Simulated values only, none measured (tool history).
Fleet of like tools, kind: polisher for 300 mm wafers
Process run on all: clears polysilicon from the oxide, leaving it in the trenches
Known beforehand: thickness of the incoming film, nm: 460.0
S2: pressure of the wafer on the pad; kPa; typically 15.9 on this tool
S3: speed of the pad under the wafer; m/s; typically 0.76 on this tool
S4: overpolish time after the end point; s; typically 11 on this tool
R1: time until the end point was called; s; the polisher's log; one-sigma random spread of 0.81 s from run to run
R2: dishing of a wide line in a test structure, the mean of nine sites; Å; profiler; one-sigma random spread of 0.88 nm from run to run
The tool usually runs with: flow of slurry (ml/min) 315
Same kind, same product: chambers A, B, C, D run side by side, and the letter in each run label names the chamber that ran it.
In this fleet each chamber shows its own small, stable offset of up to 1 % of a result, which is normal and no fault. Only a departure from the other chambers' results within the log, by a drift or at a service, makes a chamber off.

At hour 6.9: chamber C: worn pad replaced by a new one.
At hour 9.6: chamber B: worn pad replaced by a new one.
Run 1A, hour 9.8: usual settings. Result: R1 50.834 s, R2 379.05 Å.
Run 2C, hour 22.2: usual settings. Result: R1 50.410 s, R2 385.30 Å.
Run 3D, hour 31.5: usual settings. Result: R1 51.511 s, R2 359.79 Å.
At hour 37.3: chamber D: worn pad replaced by a new one.
Run 4B, hour 41.5: usual settings. Result: R1 51.706 s, R2 372.47 Å.
Run 5C, hour 48.0: usual settings. Result: R1 50.586 s, R2 373.84 Å.
Run 6D, hour 55.3: usual settings but S3 0.92 m/s. Result: R1 42.372 s, R2 390.25 Å.
At hour 57.9: chamber C: slurry nozzle cleaned.
Run 7A, hour 66.8: usual settings but S3 0.92 m/s. Result: R1 41.647 s, R2 390.62 Å.
At hour 68.2: chamber B: worn pad replaced by a new one.
Run 8B, hour 74.3: usual settings but S3 0.92 m/s. Result: R1 41.278 s, R2 392.38 Å.
Run 9B, hour 83.2: usual settings but S3 0.92 m/s. Result: R1 40.656 s, R2 386.59 Å.
Run 10D, hour 94.9: usual settings. Result: R1 50.639 s, R2 366.68 Å.
At hour 102.8: chamber A: worn pad replaced by a new one.
Run 11C, hour 104.9: usual settings. Result: R1 50.307 s, R2 384.62 Å.
Run 12A, hour 115.1: usual settings. Result: R1 50.034 s, R2 379.62 Å.
At hour 119.7: chamber B: worn pad replaced by a new one.
Run 13C, hour 123.3: usual settings. Result: R1 51.228 s, R2 381.99 Å.
Run 14A, hour 132.3: usual settings but S2 17.9 kPa, S3 0.66 m/s. Result: R1 50.449 s, R2 379.00 Å.
Run 15B, hour 138.8: usual settings but S2 17.9 kPa, S3 0.66 m/s. Result: R1 50.707 s, R2 379.97 Å.
Run 16D, hour 146.2: usual settings but S2 17.9 kPa, S3 0.66 m/s. Result: R1 50.779 s, R2 385.50 Å.
At hour 147.8: chamber A: head pressure recalibrated.
At hour 150.6: chamber D: worn pad replaced by a new one.
Run 17B, hour 155.5: usual settings but S2 17.9 kPa, S3 0.66 m/s. Result: R1 50.648 s, R2 372.15 Å.
At hour 157.1: chamber C: worn pad replaced by a new one.
Run 18D, hour 164.2: usual settings. Result: R1 48.438 s, R2 382.01 Å.
At hour 169.6: chamber B: worn pad replaced by a new one.
Run 19C, hour 169.8: usual settings. Result: R1 50.027 s, R2 383.87 Å.
At hour 170.0: chamber D: head pressure recalibrated.
Run 20A, hour 181.9: usual settings. Result: R1 48.898 s, R2 366.82 Å.
Run 21C, hour 189.9: usual settings but S4 8 s. Result: R1 51.731 s, R2 352.68 Å.
Run 22D, hour 200.4: usual settings but S4 8 s. Result: R1 52.079 s, R2 346.23 Å.
Run 23B, hour 212.7: usual settings but S4 8 s. Result: R1 51.260 s, R2 347.62 Å.
Run 24A, hour 224.4: usual settings but S4 8 s. Result: R1 48.184 s, R2 331.02 Å.
At hour 229.2: chamber B: worn pad replaced by a new one.
Run 25D, hour 235.6: usual settings but flow of slurry (ml/min) 355, S2 20.0 kPa. Result: R1 39.026 s, R2 390.02 Å.
Run 26A, hour 241.8: usual settings but flow of slurry (ml/min) 355, S2 20.0 kPa. Result: R1 39.098 s, R2 409.62 Å.
Run 27C, hour 249.6: usual settings but flow of slurry (ml/min) 355, S2 20.0 kPa. Result: R1 40.210 s, R2 379.72 Å.
Run 28B, hour 259.4: usual settings but flow of slurry (ml/min) 355, S2 20.0 kPa. Result: R1 38.802 s, R2 390.69 Å.
At hour 262.3: chamber B: slurry nozzle cleaned.
Run 29A, hour 270.2: usual settings. Result: R1 50.334 s, R2 377.38 Å.
Run 30B, hour 281.0: usual settings. Result: R1 52.073 s, R2 377.55 Å.

For the next run the whole fleet of 4 chambers uses the same settings. Give each chamber's results:
Run 31A, hour 290.0: usual settings. Result: R1 ?, R2 ?.
Run 31B, hour 290.0: usual settings. Result: R1 ?, R2 ?.
Run 31C, hour 290.0: usual settings. Result: R1 ?, R2 ?.
Run 31D, hour 290.0: usual settings. Result: R1 ?, R2 ?.

run      R1      R2
31A  51.130  373.00
31B  50.567  386.94
31C  50.713  383.16
31D  50.740  379.40

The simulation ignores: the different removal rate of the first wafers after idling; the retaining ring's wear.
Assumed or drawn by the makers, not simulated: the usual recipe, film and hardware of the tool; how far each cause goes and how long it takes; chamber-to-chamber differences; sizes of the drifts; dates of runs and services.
